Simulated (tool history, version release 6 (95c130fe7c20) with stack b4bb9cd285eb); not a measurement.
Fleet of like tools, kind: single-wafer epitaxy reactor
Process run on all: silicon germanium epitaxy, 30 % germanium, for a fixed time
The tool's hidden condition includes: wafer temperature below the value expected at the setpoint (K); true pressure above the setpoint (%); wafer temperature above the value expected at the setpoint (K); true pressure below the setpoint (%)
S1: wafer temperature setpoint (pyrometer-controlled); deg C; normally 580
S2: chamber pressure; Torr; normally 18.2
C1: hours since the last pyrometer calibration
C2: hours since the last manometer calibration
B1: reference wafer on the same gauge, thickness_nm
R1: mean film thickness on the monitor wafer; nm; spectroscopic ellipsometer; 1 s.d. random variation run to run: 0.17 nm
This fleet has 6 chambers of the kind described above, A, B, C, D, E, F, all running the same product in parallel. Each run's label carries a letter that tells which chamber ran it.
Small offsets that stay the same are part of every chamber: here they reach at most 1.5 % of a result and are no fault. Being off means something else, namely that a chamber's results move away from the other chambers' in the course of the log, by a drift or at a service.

run	day	S1	S2	C1	C2	B1	R1
1E	0.138	580	18.2	2396.9	1850.7	41.628	39.088
2A	0.333	580	18.2	539.3	209.7	41.604	39.094
3F	0.483	580	18.2	971.3	1441.1	41.634	38.671
4D	0.604	580	18.2	359.3	1121.7	41.581	39.100
5B	0.742	580	18.2	1117.1	1799.3	41.586	39.382
6C	0.854	580	18.2	285.1	1819.9	41.588	39.472
7B	0.954	580	18.2	1122.2	1804.4	41.638	39.812
8C	1.104	580	18.2	291.1	1825.9	41.587	39.403
9F	1.246	580	18.2	989.6	1459.4	41.593	39.044
10E	1.429	580	18.2	2427.9	1881.7	41.621	38.963
11D	1.612	580	18.2	383.5	1145.9	41.640	38.686
12A	1.725	580	18.2	572.7	243.1	41.577	38.842
13A	1.929	580	18.2	577.6	248.0	41.644	38.944
14B	2.129	570	20.0	1150.4	1832.6	41.609	33.906
15E	2.329	570	20.0	2449.5	1903.3	41.650	33.348
16F	2.433	570	20.0	1018.1	1487.9	41.606	33.138
17C	2.638	570	20.0	327.9	1862.7	41.589	33.906
18D	2.733	570	20.0	410.4	1172.8	41.573	33.489
19A	2.938	570	20.0	601.8	272.2	41.590	33.436
20F	3.142	580	21.1	1035.1	1504.9	41.587	41.272
21E	3.258	580	21.1	2471.8	1925.6	41.639	41.662
22C	3.425	580	21.1	346.8	1881.6	41.584	41.485
23D	3.629	580	21.1	431.9	1194.3	41.595	41.139
24B	3.821	580	21.1	1191.0	1873.2	41.676	42.406
25D	4.008	580	21.1	441.0	1203.4	41.616	41.524
26B	4.162	580	18.2	1199.2	1881.4	41.552	39.575
27A	4.308	580	18.2	634.7	305.1	41.605	38.829
28F	4.479	580	18.2	1067.2	1537.0	41.573	38.173
29C	4.592	580	15.8	374.8	1909.6	41.559	36.940
30E	4.746	580	15.8	2507.5	1961.3	41.540	36.767
31E	4.896	580	15.8	2511.1	1964.9	41.620	36.971
32C	5.054	580	15.8	385.9	1920.7	41.612	37.261
33F	5.229	580	15.8	1085.2	1555.0	41.639	36.414
34B	5.417	580	15.8	1229.3	1911.5	41.555	37.650
35D	5.612	580	18.2	479.5	1241.9	41.599	38.942
36A	5.742	580	18.2	669.1	339.5	41.597	38.811
37E	5.921	580	18.2	2535.7	1989.5	41.604	39.055
38F	6.133	580	18.2	1106.9	1576.7	41.608	37.927
39C	6.317	580	18.2	416.2	1951.0	41.566	39.477

All chambers now run identical settings, listed one chamber a line with results as question marks. What results will each chamber show?
40A	6.475	586	18.2				?
40B	6.475	586	18.2				?
40C	6.475	586	18.2				?
40D	6.475	586	18.2				?
40E	6.475	586	18.2				?
40F	6.475	586	18.2				?

run	R1
40A	43.616
40B	44.344
40C	44.298
40D	43.608
40E	43.803
40F	42.447
